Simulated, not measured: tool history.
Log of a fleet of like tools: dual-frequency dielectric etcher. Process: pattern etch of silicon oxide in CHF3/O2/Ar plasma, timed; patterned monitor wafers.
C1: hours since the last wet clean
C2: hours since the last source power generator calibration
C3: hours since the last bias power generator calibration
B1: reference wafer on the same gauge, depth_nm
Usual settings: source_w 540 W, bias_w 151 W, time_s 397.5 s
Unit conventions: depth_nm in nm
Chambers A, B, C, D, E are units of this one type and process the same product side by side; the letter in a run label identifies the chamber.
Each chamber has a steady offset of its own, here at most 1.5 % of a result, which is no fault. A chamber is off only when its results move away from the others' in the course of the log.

{"run": "1A", "day": 0.233, "source_w": 540, "bias_w": 151, "time_s": 397.5, "C1": 311.6, "C2": 746.9, "C3": 2946.3, "B1": 611.6, "depth_nm": 715.46}
{"run": "2C", "day": 0.367, "source_w": 540, "bias_w": 151, "time_s": 397.5, "C1": 113.4, "C2": 1780.1, "C3": 341.1, "B1": 612.54, "depth_nm": 704.71}
{"run": "3B", "day": 0.554, "source_w": 540, "bias_w": 151, "time_s": 397.5, "C1": 101.1, "C2": 580.7, "C3": 1628.2, "B1": 612.24, "depth_nm": 710.93}
{"run": "4E", "day": 0.696, "source_w": 540, "bias_w": 151, "time_s": 397.5, "C1": 291.3, "C2": 3040.6, "C3": 3777.2, "B1": 611.76, "depth_nm": 716.69}
{"run": "5D", "day": 0.854, "source_w": 540, "bias_w": 151, "time_s": 397.5, "C1": 143.6, "C2": 3707.6, "C3": 746.5, "B1": 612.14, "depth_nm": 710.42}
{"run": "6E", "day": 1.075, "source_w": 540, "bias_w": 151, "time_s": 397.5, "C1": 300.4, "C2": 3049.7, "C3": 3786.3, "B1": 612.1, "depth_nm": 717.95}
{"run": "7D", "day": 1.317, "source_w": 540, "bias_w": 151, "time_s": 397.5, "C1": 154.7, "C2": 3718.7, "C3": 757.6, "B1": 611.95, "depth_nm": 709.05}
{"run": "8A", "day": 1.425, "source_w": 540, "bias_w": 151, "time_s": 397.5, "C1": 340.2, "C2": 775.5, "C3": 2974.9, "B1": 612.08, "depth_nm": 709.81}
{"run": "9C", "day": 1.662, "source_w": 410, "bias_w": 176, "time_s": 397.5, "C1": 144.5, "C2": 1811.2, "C3": 372.2, "B1": 611.82, "depth_nm": 666.42}
{"run": "10B", "day": 1.838, "source_w": 410, "bias_w": 176, "time_s": 397.5, "C1": 131.9, "C2": 611.5, "C3": 1659, "B1": 612.75, "depth_nm": 674.48}
{"run": "11E", "day": 2.067, "source_w": 410, "bias_w": 176, "time_s": 397.5, "C1": 324.2, "C2": 3073.5, "C3": 3810.1, "B1": 612.7, "depth_nm": 679.07}
{"run": "12A", "day": 2.262, "source_w": 410, "bias_w": 176, "time_s": 397.5, "C1": 360.3, "C2": 795.6, "C3": 2995, "B1": 611.78, "depth_nm": 679.74}
{"run": "13D", "day": 2.446, "source_w": 410, "bias_w": 176, "time_s": 397.5, "C1": 181.8, "C2": 3745.8, "C3": 784.7, "B1": 611.94, "depth_nm": 676.37}
{"run": "14C", "day": 2.675, "source_w": 540, "bias_w": 151, "time_s": 397.5, "C1": 168.8, "C2": 1835.5, "C3": 396.5, "B1": 612.48, "depth_nm": 706.4}
{"run": "15B", "day": 2.867, "source_w": 470, "bias_w": 151, "time_s": 505, "C1": 156.6, "C2": 636.2, "C3": 1683.7, "B1": 611.81, "depth_nm": 854.9}
{"run": "16A", "day": 3.042, "source_w": 470, "bias_w": 151, "time_s": 505, "C1": 379, "C2": 814.3, "C3": 3013.7, "B1": 612.61, "depth_nm": 857.92}
{"run": "17E", "day": 3.204, "source_w": 470, "bias_w": 151, "time_s": 505, "C1": 351.5, "C2": 3100.8, "C3": 3837.4, "B1": 612.16, "depth_nm": 858.69}
{"run": "18D", "day": 3.417, "source_w": 470, "bias_w": 151, "time_s": 505, "C1": 205.1, "C2": 3769.1, "C3": 808, "B1": 612.23, "depth_nm": 858.67}
{"run": "19C", "day": 3.612, "source_w": 470, "bias_w": 151, "time_s": 505, "C1": 191.3, "C2": 1858, "C3": 419, "B1": 612.42, "depth_nm": 853.93}
{"run": "20B", "day": 3.758, "source_w": 450, "bias_w": 151, "time_s": 350, "C1": 178, "C2": 657.6, "C3": 1705.1, "B1": 612.78, "depth_nm": 582.86}
{"day": 3.904, "done": "chamber E: wet clean of the chamber"}
{"run": "21B", "day": 3.962, "source_w": 450, "bias_w": 151, "time_s": 350, "C1": 182.9, "C2": 662.5, "C3": 1710, "B1": 611.68, "depth_nm": 583.51}
{"run": "22D", "day": 4.183, "source_w": 450, "bias_w": 151, "time_s": 350, "C1": 223.5, "C2": 3787.5, "C3": 826.4, "B1": 611.99, "depth_nm": 586.04}
{"run": "23A", "day": 4.392, "source_w": 450, "bias_w": 151, "time_s": 350, "C1": 411.4, "C2": 846.7, "C3": 3046.1, "B1": 611.63, "depth_nm": 585.07}
{"run": "24C", "day": 4.583, "source_w": 450, "bias_w": 151, "time_s": 350, "C1": 214.6, "C2": 1881.3, "C3": 442.3, "B1": 611.35, "depth_nm": 579.13}
{"run": "25E", "day": 4.796, "source_w": 540, "bias_w": 151, "time_s": 397.5, "C1": 21.4, "C2": 3139, "C3": 3875.6, "B1": 611.97, "depth_nm": 694.39}
{"run": "26C", "day": 5.017, "source_w": 540, "bias_w": 175, "time_s": 295, "C1": 225, "C2": 1891.7, "C3": 452.7, "B1": 612.04, "depth_nm": 551.57}
{"run": "27D", "day": 5.133, "source_w": 540, "bias_w": 175, "time_s": 295, "C1": 246.3, "C2": 3810.3, "C3": 849.2, "B1": 611.95, "depth_nm": 551.71}
{"run": "28B", "day": 5.362, "source_w": 540, "bias_w": 175, "time_s": 295, "C1": 216.5, "C2": 696.1, "C3": 1743.6, "B1": 612.25, "depth_nm": 554.77}
{"run": "29E", "day": 5.55, "source_w": 540, "bias_w": 175, "time_s": 295, "C1": 39.5, "C2": 3157.1, "C3": 3893.7, "B1": 611.68, "depth_nm": 541.93}
{"run": "30A", "day": 5.704, "source_w": 540, "bias_w": 175, "time_s": 295, "C1": 442.9, "C2": 878.2, "C3": 3077.6, "B1": 611.94, "depth_nm": 557.5}
{"run": "31B", "day": 5.846, "source_w": 540, "bias_w": 151, "time_s": 397.5, "C1": 228.1, "C2": 707.7, "C3": 1755.2, "B1": 612.64, "depth_nm": 715.74}
{"run": "32C", "day": 6.033, "source_w": 540, "bias_w": 151, "time_s": 397.5, "C1": 249.4, "C2": 1916.1, "C3": 477.1, "B1": 611.99, "depth_nm": 705.1}
{"run": "33A", "day": 6.171, "source_w": 540, "bias_w": 151, "time_s": 397.5, "C1": 454.1, "C2": 889.4, "C3": 3088.8, "B1": 611.69, "depth_nm": 718.56}
{"run": "34E", "day": 6.346, "source_w": 540, "bias_w": 151, "time_s": 397.5, "C1": 58.6, "C2": 3176.2, "C3": 3912.8, "B1": 611.84, "depth_nm": 694.95}
{"run": "35D", "day": 6.558, "source_w": 540, "bias_w": 151, "time_s": 397.5, "C1": 280.5, "C2": 3844.5, "C3": 883.4, "B1": 612.28, "depth_nm": 707.74}
{"run": "36D", "day": 6.779, "source_w": 540, "bias_w": 163, "time_s": 397.5, "C1": 285.8, "C2": 3849.8, "C3": 888.7, "B1": 612.17, "depth_nm": 729.81}
{"run": "37A", "day": 6.942, "source_w": 540, "bias_w": 163, "time_s": 397.5, "C1": 472.6, "C2": 907.9, "C3": 3107.3, "B1": 612.22, "depth_nm": 734.95}
{"run": "38E", "day": 7.138, "source_w": 540, "bias_w": 163, "time_s": 397.5, "C1": 77.6, "C2": 3195.2, "C3": 3931.8, "B1": 611.67, "depth_nm": 714.92}
{"run": "39C", "day": 7.354, "source_w": 540, "bias_w": 163, "time_s": 397.5, "C1": 281.1, "C2": 1947.8, "C3": 508.8, "B1": 611.39, "depth_nm": 723.49}
{"run": "40B", "day": 7.567, "source_w": 540, "bias_w": 163, "time_s": 397.5, "C1": 269.4, "C2": 749, "C3": 1796.5, "B1": 611.37, "depth_nm": 733.19}
{"run": "41C", "day": 7.708, "source_w": 540, "bias_w": 151, "time_s": 397.5, "C1": 289.6, "C2": 1956.3, "C3": 517.3, "B1": 612.19, "depth_nm": 706.79}

Which is it: a chamber that has drifted or been left off by a service, a gauge drift common to all chambers, or only each chamber's usual small offset? If a chamber is off, name it and its likeliest cause.

Chamber E has stood off from the others ever since a service on it.
Cause: etch rate under this chamber's usual, % = 2.9.

Here are 4 candidates for chamber E's next run, each the usual settings with a change, their results left as question marks. Which one brings its results back in line with what the others give on the usual settings?
In line here means within this much of the mean the other chambers give on the usual settings: depth_nm 7.9 nm
{"run": "42E-1", "day": 7.892, "source_w": 550, "bias_w": 152, "time_s": 411.5, "depth_nm": "?"}
{"run": "42E-2", "day": 7.892, "source_w": 540, "bias_w": 152, "time_s": 404.5, "depth_nm": "?"}
{"run": "42E-3", "day": 7.892, "source_w": 530, "bias_w": 150, "time_s": 383.5, "depth_nm": "?"}
{"run": "42E-4", "day": 7.892, "source_w": 540, "bias_w": 150, "time_s": 390.5, "depth_nm": "?"}

The mean the other chambers reach with the usual settings: depth_nm 711.86 nm
run=42E-1 depth_nm=726.6
run=42E-2 depth_nm=709.18
run=42E-3 depth_nm=664.63
run=42E-4 depth_nm=681.67
The answer is 42E-2, which returns the chamber to within the allowed miss of the others.
